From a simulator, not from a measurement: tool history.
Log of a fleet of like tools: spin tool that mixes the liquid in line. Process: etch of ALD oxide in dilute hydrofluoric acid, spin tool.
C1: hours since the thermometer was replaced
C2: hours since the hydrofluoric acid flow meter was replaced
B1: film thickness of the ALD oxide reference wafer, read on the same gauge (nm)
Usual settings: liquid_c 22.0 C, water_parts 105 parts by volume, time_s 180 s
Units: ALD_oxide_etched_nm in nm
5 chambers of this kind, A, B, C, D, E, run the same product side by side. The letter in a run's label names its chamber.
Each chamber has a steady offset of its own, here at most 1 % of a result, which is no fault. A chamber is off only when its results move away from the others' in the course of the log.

{"run": "1E", "day": 0.429, "liquid_c": 22.0, "water_parts": 105, "time_s": 180, "C1": 2294.7, "C2": 751.9, "B1": 110.0, "ALD_oxide_etched_nm": 44.88}
{"run": "2B", "day": 0.725, "liquid_c": 22.0, "water_parts": 105, "time_s": 180, "C1": 1068.8, "C2": 254.5, "B1": 110.0, "ALD_oxide_etched_nm": 44.392}
{"run": "3C", "day": 1.208, "liquid_c": 22.0, "water_parts": 105, "time_s": 180, "C1": 1076.4, "C2": 593.1, "B1": 110.02, "ALD_oxide_etched_nm": 45.306}
{"run": "4A", "day": 1.817, "liquid_c": 22.0, "water_parts": 105, "time_s": 180, "C1": 2792.3, "C2": 1114.8, "B1": 110.02, "ALD_oxide_etched_nm": 43.947}
{"run": "5D", "day": 2.229, "liquid_c": 22.0, "water_parts": 105, "time_s": 180, "C1": 1234.7, "C2": 679.7, "B1": 109.99, "ALD_oxide_etched_nm": 44.497}
{"run": "6D", "day": 2.542, "liquid_c": 22.0, "water_parts": 105, "time_s": 180, "C1": 1242.2, "C2": 687.2, "B1": 110.02, "ALD_oxide_etched_nm": 44.001}
{"run": "7A", "day": 2.862, "liquid_c": 22.0, "water_parts": 105, "time_s": 75, "C1": 2817.4, "C2": 1139.9, "B1": 109.99, "ALD_oxide_etched_nm": 18.333}
{"run": "8E", "day": 3.467, "liquid_c": 22.0, "water_parts": 105, "time_s": 75, "C1": 2367.6, "C2": 824.8, "B1": 109.97, "ALD_oxide_etched_nm": 18.433}
{"run": "9C", "day": 3.95, "liquid_c": 22.0, "water_parts": 105, "time_s": 75, "C1": 1142.2, "C2": 658.9, "B1": 110.04, "ALD_oxide_etched_nm": 18.388}
{"run": "10B", "day": 4.375, "liquid_c": 22.0, "water_parts": 105, "time_s": 75, "C1": 1156.4, "C2": 342.1, "B1": 109.97, "ALD_oxide_etched_nm": 18.53}
{"run": "11D", "day": 4.825, "liquid_c": 22.0, "water_parts": 105, "time_s": 75, "C1": 1297.0, "C2": 742.0, "B1": 109.96, "ALD_oxide_etched_nm": 18.59}
{"run": "12A", "day": 5.342, "liquid_c": 22.0, "water_parts": 105, "time_s": 180, "C1": 2876.9, "C2": 1199.4, "B1": 110.0, "ALD_oxide_etched_nm": 43.849}
{"run": "13C", "day": 5.754, "liquid_c": 22.0, "water_parts": 105, "time_s": 180, "C1": 1185.5, "C2": 702.2, "B1": 110.06, "ALD_oxide_etched_nm": 44.557}
{"run": "14E", "day": 6.267, "liquid_c": 17.5, "water_parts": 60, "time_s": 180, "C1": 2434.8, "C2": 892.0, "B1": 110.02, "ALD_oxide_etched_nm": 68.817}
{"run": "15B", "day": 6.554, "liquid_c": 17.5, "water_parts": 60, "time_s": 180, "C1": 1208.7, "C2": 394.4, "B1": 110.0, "ALD_oxide_etched_nm": 68.394}
{"run": "16C", "day": 6.842, "liquid_c": 17.5, "water_parts": 60, "time_s": 180, "C1": 1211.6, "C2": 728.3, "B1": 109.99, "ALD_oxide_etched_nm": 67.379}
{"day": 7.004, "done": "chamber A: thermometer replaced"}
{"run": "17E", "day": 7.142, "liquid_c": 17.5, "water_parts": 60, "time_s": 180, "C1": 2455.8, "C2": 913.0, "B1": 109.99, "ALD_oxide_etched_nm": 69.063}
{"run": "18D", "day": 7.646, "liquid_c": 17.5, "water_parts": 60, "time_s": 180, "C1": 1364.7, "C2": 809.7, "B1": 109.97, "ALD_oxide_etched_nm": 68.467}
{"run": "19A", "day": 8.079, "liquid_c": 22.0, "water_parts": 105, "time_s": 180, "C1": 25.8, "C2": 1265.1, "B1": 110.0, "ALD_oxide_etched_nm": 44.063}
{"run": "20B", "day": 8.488, "liquid_c": 22.0, "water_parts": 105, "time_s": 180, "C1": 1255.1, "C2": 440.8, "B1": 110.01, "ALD_oxide_etched_nm": 44.718}
{"day": 8.625, "done": "chamber C: thermometer replaced"}
{"run": "21B", "day": 8.85, "liquid_c": 22.0, "water_parts": 105, "time_s": 180, "C1": 1263.8, "C2": 449.5, "B1": 110.03, "ALD_oxide_etched_nm": 44.586}
{"run": "22C", "day": 9.208, "liquid_c": 22.0, "water_parts": 105, "time_s": 180, "C1": 14.0, "C2": 785.1, "B1": 110.02, "ALD_oxide_etched_nm": 44.81}
{"run": "23E", "day": 9.662, "liquid_c": 22.0, "water_parts": 105, "time_s": 180, "C1": 2516.3, "C2": 973.5, "B1": 110.04, "ALD_oxide_etched_nm": 44.872}
{"run": "24D", "day": 9.975, "liquid_c": 22.0, "water_parts": 105, "time_s": 180, "C1": 1420.6, "C2": 865.6, "B1": 110.02, "ALD_oxide_etched_nm": 45.663}
{"run": "25A", "day": 10.379, "liquid_c": 22.0, "water_parts": 105, "time_s": 180, "C1": 81.0, "C2": 1320.3, "B1": 109.97, "ALD_oxide_etched_nm": 44.195}
{"run": "26E", "day": 10.908, "liquid_c": 22.0, "water_parts": 105, "time_s": 180, "C1": 2546.2, "C2": 1003.4, "B1": 109.96, "ALD_oxide_etched_nm": 44.745}
{"run": "27D", "day": 11.479, "liquid_c": 22.0, "water_parts": 105, "time_s": 180, "C1": 1456.7, "C2": 901.7, "B1": 110.03, "ALD_oxide_etched_nm": 45.81}
{"run": "28B", "day": 11.9, "liquid_c": 25.5, "water_parts": 130, "time_s": 180, "C1": 1337.0, "C2": 522.7, "B1": 110.0, "ALD_oxide_etched_nm": 39.998}
{"run": "29A", "day": 12.329, "liquid_c": 25.5, "water_parts": 130, "time_s": 180, "C1": 127.8, "C2": 1367.1, "B1": 110.02, "ALD_oxide_etched_nm": 39.475}
{"run": "30C", "day": 12.675, "liquid_c": 25.5, "water_parts": 130, "time_s": 180, "C1": 97.2, "C2": 868.3, "B1": 110.01, "ALD_oxide_etched_nm": 39.915}
{"run": "31C", "day": 12.954, "liquid_c": 25.5, "water_parts": 130, "time_s": 180, "C1": 103.9, "C2": 875.0, "B1": 110.02, "ALD_oxide_etched_nm": 40.198}
{"run": "32B", "day": 13.388, "liquid_c": 25.5, "water_parts": 130, "time_s": 180, "C1": 1372.7, "C2": 558.4, "B1": 110.01, "ALD_oxide_etched_nm": 40.049}
{"run": "33A", "day": 13.958, "liquid_c": 22.0, "water_parts": 105, "time_s": 180, "C1": 166.9, "C2": 1406.2, "B1": 109.99, "ALD_oxide_etched_nm": 44.204}
{"run": "34E", "day": 14.296, "liquid_c": 22.0, "water_parts": 105, "time_s": 180, "C1": 2627.5, "C2": 1084.7, "B1": 109.98, "ALD_oxide_etched_nm": 45.035}
{"run": "35D", "day": 14.783, "liquid_c": 22.0, "water_parts": 130, "time_s": 125, "C1": 1536.0, "C2": 981.0, "B1": 109.99, "ALD_oxide_etched_nm": 25.582}
{"run": "36B", "day": 15.317, "liquid_c": 22.0, "water_parts": 130, "time_s": 125, "C1": 1419.0, "C2": 604.7, "B1": 109.98, "ALD_oxide_etched_nm": 24.463}
{"day": 15.812, "done": "chamber E: thermometer replaced"}
{"run": "37E", "day": 15.883, "liquid_c": 22.0, "water_parts": 130, "time_s": 125, "C1": 1.8, "C2": 1122.8, "B1": 109.98, "ALD_oxide_etched_nm": 24.347}

Next, every chamber runs the same settings. What will each give?
{"run": "38A", "day": 16.321, "liquid_c": 20.0, "water_parts": 105, "time_s": 180, "ALD_oxide_etched_nm": "?"}
{"run": "38B", "day": 16.321, "liquid_c": 20.0, "water_parts": 105, "time_s": 180, "ALD_oxide_etched_nm": "?"}
{"run": "38C", "day": 16.321, "liquid_c": 20.0, "water_parts": 105, "time_s": 180, "ALD_oxide_etched_nm": "?"}
{"run": "38D", "day": 16.321, "liquid_c": 20.0, "water_parts": 105, "time_s": 180, "ALD_oxide_etched_nm": "?"}
{"run": "38E", "day": 16.321, "liquid_c": 20.0, "water_parts": 105, "time_s": 180, "ALD_oxide_etched_nm": "?"}

run=38A ALD_oxide_etched_nm=40.735
run=38B ALD_oxide_etched_nm=41.372
run=38C ALD_oxide_etched_nm=41.386
run=38D ALD_oxide_etched_nm=42.896
run=38E ALD_oxide_etched_nm=41.342

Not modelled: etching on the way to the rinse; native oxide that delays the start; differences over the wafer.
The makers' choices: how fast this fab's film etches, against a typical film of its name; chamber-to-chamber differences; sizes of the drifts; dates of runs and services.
